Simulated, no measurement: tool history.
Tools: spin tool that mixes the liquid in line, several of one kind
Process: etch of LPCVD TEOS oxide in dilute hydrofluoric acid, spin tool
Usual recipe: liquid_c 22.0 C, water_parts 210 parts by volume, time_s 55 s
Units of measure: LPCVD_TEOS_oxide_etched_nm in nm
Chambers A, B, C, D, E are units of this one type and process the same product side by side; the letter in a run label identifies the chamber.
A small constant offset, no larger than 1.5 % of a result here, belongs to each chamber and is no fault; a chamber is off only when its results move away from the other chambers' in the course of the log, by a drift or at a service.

run   hour  liquid_c  water_parts  time_s  read-back film thickness of the LPCVD TEOS oxide reference wafer, read on the same gauge (nm)  LPCVD_TEOS_oxide_etched_nm
 1A    5.3      22.0          210      55                                                                                         39.998                      9.6683
 2C   14.1      22.0          210      55                                                                                         39.993                      9.7671
 3E   22.7      22.0          210      55                                                                                         40.009                      9.7899
 4D   32.2      22.0          210      55                                                                                         39.973                      9.7778
 5B   39.0      22.0          210      55                                                                                         40.018                      9.8367
 6C   45.1      22.0          305      35                                                                                         40.004                      3.8894
 7B   54.4      22.0          305      35                                                                                         40.029                      3.9315
 8A   65.3      22.0          305      35                                                                                         39.976                      3.9183
 9D   74.5      22.0          305      35                                                                                         40.003                      3.9823
10E   81.9      22.0          305      35                                                                                         39.961                      3.9270
11A   90.2      22.0          210      55                                                                                         40.019                      9.8575
12B   97.0      19.5          265      55                                                                                         39.991                      6.7464
13E  104.9      19.5          265      55                                                                                         39.992                      6.5569
14D  112.3      19.5          265      55                                                                                         40.008                      6.7288
15C  118.3      19.5          265      55                                                                                         39.985                      6.6469
16C  125.7      19.5          265      55                                                                                         40.037                      6.6847
17B  132.1      22.0          210      55                                                                                         40.015                      9.8436
18D  137.9      22.0          210      55                                                                                         40.043                      9.6804
19E  145.4      22.0          210      55                                                                                         40.001                      9.5828
20A  152.0      20.5          210      70                                                                                         40.029                     11.6440
21E  161.9      20.5          210      70                                                                                         40.025                     11.3540
22B  169.6      20.5          210      70                                                                                         39.974                     11.7630
23D  178.4      20.5          210      70                                                                                         39.997                     11.7140
24C  185.4      20.5          210      70                                                                                         39.983                     11.7260
25A  195.8      22.0          210      55                                                                                         39.985                      9.6716
26A  203.4      22.0          210      55                                                                                         39.989                      9.8425
27B  208.5      22.0          245      55                                                                                         40.019                      8.1113
28D  218.5      22.0          245      55                                                                                         39.976                      8.0971
29C  226.8      22.0          245      55                                                                                         40.001                      8.0035
30E  236.1      22.0          245      55                                                                                         39.996                      7.7012
31E  244.3      22.0          245      55                                                                                         39.965                      7.5336
32D  254.0      22.0          210      55                                                                                         40.006                      9.7013
33A  263.9      22.0          210      55                                                                                         40.030                      9.8963
34C  271.2      22.0          210      55                                                                                         39.980                      9.6953
35B  281.5      22.0          210      55                                                                                         40.006                      9.7607
36A  287.0      22.0          210      55                                                                                         39.990                      9.7947
37B  297.9      22.0          210      55                                                                                         39.975                      9.7104
38C  308.4      20.5          210      65                                                                                         40.011                     10.9190
39E  315.0      20.5          210      65                                                                                         39.967                     10.0280

Next, all 5 chambers run the settings below, one line each with question marks for the results. What does each chamber give?
40A  323.1      25.0          210      55                                                                                                                          ?
40B  323.1      25.0          210      55                                                                                                                          ?
40C  323.1      25.0          210      55                                                                                                                          ?
40D  323.1      25.0          210      55                                                                                                                          ?
40E  323.1      25.0          210      55                                                                                                                          ?

run  LPCVD_TEOS_oxide_etched_nm
40A                     10.8500
40B                     10.9410
40C                     10.6860
40D                     11.0870
40E                     10.1420
